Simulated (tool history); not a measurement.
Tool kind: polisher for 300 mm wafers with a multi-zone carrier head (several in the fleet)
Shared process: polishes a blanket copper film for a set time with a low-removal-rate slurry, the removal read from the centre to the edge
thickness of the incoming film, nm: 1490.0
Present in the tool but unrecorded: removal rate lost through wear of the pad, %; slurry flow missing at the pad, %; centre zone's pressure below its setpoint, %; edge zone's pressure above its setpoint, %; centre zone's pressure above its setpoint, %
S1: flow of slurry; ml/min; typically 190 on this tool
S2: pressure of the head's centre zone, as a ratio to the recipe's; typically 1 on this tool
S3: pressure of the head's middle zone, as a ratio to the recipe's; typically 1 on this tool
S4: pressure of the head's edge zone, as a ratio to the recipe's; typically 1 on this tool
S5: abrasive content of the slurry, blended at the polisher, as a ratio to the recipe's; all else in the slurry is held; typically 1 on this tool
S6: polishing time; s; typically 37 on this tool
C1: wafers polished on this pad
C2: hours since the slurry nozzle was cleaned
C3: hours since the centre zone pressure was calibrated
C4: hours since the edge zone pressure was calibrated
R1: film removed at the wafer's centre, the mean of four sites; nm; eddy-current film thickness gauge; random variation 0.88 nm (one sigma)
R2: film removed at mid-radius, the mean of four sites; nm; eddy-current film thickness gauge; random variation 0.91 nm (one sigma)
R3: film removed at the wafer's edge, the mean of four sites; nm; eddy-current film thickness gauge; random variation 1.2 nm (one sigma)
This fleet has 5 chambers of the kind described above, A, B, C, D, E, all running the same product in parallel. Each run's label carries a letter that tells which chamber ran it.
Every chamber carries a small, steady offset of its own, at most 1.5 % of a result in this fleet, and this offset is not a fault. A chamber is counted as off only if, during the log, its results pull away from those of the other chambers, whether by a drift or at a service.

run	hour	S1	S2	S3	S4	S5	S6	C1	C2	C3	C4	R1	R2	R3
1B	2.4	190	1	1	1	1	37	173	117.6	229.8	334	80.037	80.054	80.364
2A	6.2	190	1	1	1	1	37	122	183.5	314.2	400.7	80.311	80.065	80.361
3C	9.9	190	1	1	1	1	37	648	173.6	1598.5	337.4	80.305	79.255	83.106
# hour 13.4: chamber C: centre zone pressure recalibrated
4D	14.1	190	1	1	1	1	37	749	284.4	315.4	757.4	82.865	80.442	80.987
# hour 16.8: chamber D: worn pad replaced by a new one
5E	16.8	190	1	1	1	1.2	37	431	224.9	489.6	167.8	81.54	83.03	83.571
6B	20.5	190	1	1	1	1.2	37	389	135.7	247.9	352.1	83.318	83.538	81.427
7C	25	190	1	1	1	1.2	37	828	188.7	11.7	352.5	84.856	83.616	84.275
8A	27.5	190	1	1	1	1.2	37	376	204.8	335.5	422	83.692	83.359	84.815
9E	30.5	190	1	1	1	1.2	37	594	238.6	503.3	181.5	82.65	84.218	85.412
10D	34.8	190	1	1	1	1	37	215	305.1	336.1	778.1	80.782	80.27	80.064
11A	37.2	145	1	1.1	1	1	37	492	214.5	345.2	431.7	77.51	85.573	77.117
12D	40.4	145	1	1.1	1	1	37	282	310.7	341.7	783.7	77.204	85.19	76.751
# hour 42.7: chamber C: worn pad replaced by a new one
13E	43.1	145	1	1.1	1	1	37	744	251.2	515.9	194.1	75.695	82.119	79.765
14B	46.5	145	1	1.1	1	1	37	699	161.7	273.9	378.1	75.131	84.763	76.449
15C	49.1	145	1	1.1	1	1	37	76	212.8	35.8	376.6	78.783	82.51	76.622
# hour 51.4: chamber B: worn pad replaced by a new one
16D	52.6	190	1	1	1	1	37	427	322.9	353.9	795.9	81.98	81.166	82.246
17B	54.7	160	1	1	1	1	37	39	169.9	282.1	386.3	77.335	76.826	77.691
18C	57.7	160	1	1	1	1	37	179	221.4	44.4	385.2	79.552	77.034	81.322
19E	60.1	160	1	1	1	1	37	947	268.2	532.9	211.1	76.334	79.838	78.101
20A	63.6	160	1	1	1	1	37	806	240.9	371.6	458.1	77.035	77.807	80.69
# hour 65.1: chamber A: slurry nozzle cleaned
21C	67.5	160	1	1	1	1	37	296	231.2	54.2	395	78.247	76.23	79.352
# hour 69.6: chamber D: edge zone pressure recalibrated
22E	70.5	190	1	1	1	1	37	1071	278.6	543.3	221.5	79.016	81.08	79.861
23B	73.8	190	1	1	1	1	37	267	189	301.2	405.4	80.076	80.975	82.354
24D	75.9	190	1	1	1	1	37	705	346.2	377.2	6.3	80.714	81.185	80.134
25A	80.5	140	1	1	1	1	37	1008	15.5	388.5	475	76.108	75.637	79.9
26D	84.3	140	1	1	1	1	37	805	354.6	385.6	14.7	76.039	74.766	78.194
27E	88.3	140	1	1	1	1	37	1283	296.4	561.1	239.3	70.163	74.253	74.11
# hour 89.1: chamber A: worn pad replaced by a new one
28A	92.6	140	1	1	1	1	37	42	27.6	400.6	487.1	75.246	74.916	78.805
# hour 93.9: chamber D: worn pad replaced by a new one
29C	96.8	140	1	1	1	1	37	645	260.5	83.5	424.3	75.928	74.855	77.615
30B	99.4	190	1	1	1	1	37	572	214.6	326.8	431	80.677	79.904	79.272
31A	103.3	190	1	1	1	1	37	169	38.3	411.3	497.8	78.97	80.957	79.788
32E	107.1	190	1	1	1	0.85	37	1507	315.2	579.9	258.1	71.486	72.927	72.768
33B	109.5	190	1	1	1	0.85	37	693	224.7	336.9	441.1	77.712	77.759	78.103
34D	111.8	190	1	1	1	0.85	37	214	382.1	413.1	42.2	78.162	76.745	76.731
35C	115.9	190	1	1	1	0.85	37	873	279.6	102.6	443.4	80.265	76.459	78.712
36C	118	190	1	1	1	0.85	37	898	281.7	104.7	445.5	78.634	76.563	79.089
37A	121.2	190	1	1	1	1	37	383	56.2	429.2	515.7	79.203	79.413	79.776
38D	123.5	190	1	1	1	1	37	353	393.8	424.8	53.9	81.248	80.644	82.468
39E	127.8	190	1	1	1	1	37	1754	335.9	600.6	278.8	72.642	73.034	73.172
# hour 132: chamber B: worn pad replaced by a new one
40B	132.4	190	1	1	1	1	37	4	247.6	359.8	464	79.686	79.645	79.466
41D	135.6	190	1	1.04	1	0.8	37	498	405.9	436.9	66	78.959	79.635	78.108
42A	139.4	190	1	1.04	1	0.8	37	600	74.4	447.4	533.9	75.971	81.39	76.836
43B	142.4	190	1	1.04	1	0.8	37	124	257.6	369.8	474	75.455	78.881	77.664

Is one chamber off against the others, does the gauge drift, or is nothing wrong? If a chamber is off, say which, and what the likeliest cause is.

Chamber E drifts away from the others.
Cause: removal rate lost through wear of the pad, % = 11.7.

Which of the 4 candidates below, each the usual settings with something changed and its results left as question marks, puts chamber E back in line with what the other chambers give on the usual settings?
Allowed miss from the other chambers' usual-settings mean, per result, to count as in line: R1 3.1 nm; R2 3.2 nm; R3 4.1 nm
44E-1	145.8	190	1.01	1	1	1	39					?	?	?
44E-2	145.8	185	0.98	1	1	1	33					?	?	?
44E-3	145.8	190	1	1	1	1	35					?	?	?
44E-4	145.8	195	1.02	1	1	1	41					?	?	?

Usual-settings mean across the other chambers: R1 80.54 nm; R2 80.368 nm; R3 80.476 nm
run	R1	R2	R3
44E-1	74.274	75.094	76.061
44E-2	60.517	63.29	64.164
44E-3	65.931	67.396	68.26
44E-4	79.277	79.25	80.194
Change 44E-4 lands the chamber within the allowed miss of the other chambers.

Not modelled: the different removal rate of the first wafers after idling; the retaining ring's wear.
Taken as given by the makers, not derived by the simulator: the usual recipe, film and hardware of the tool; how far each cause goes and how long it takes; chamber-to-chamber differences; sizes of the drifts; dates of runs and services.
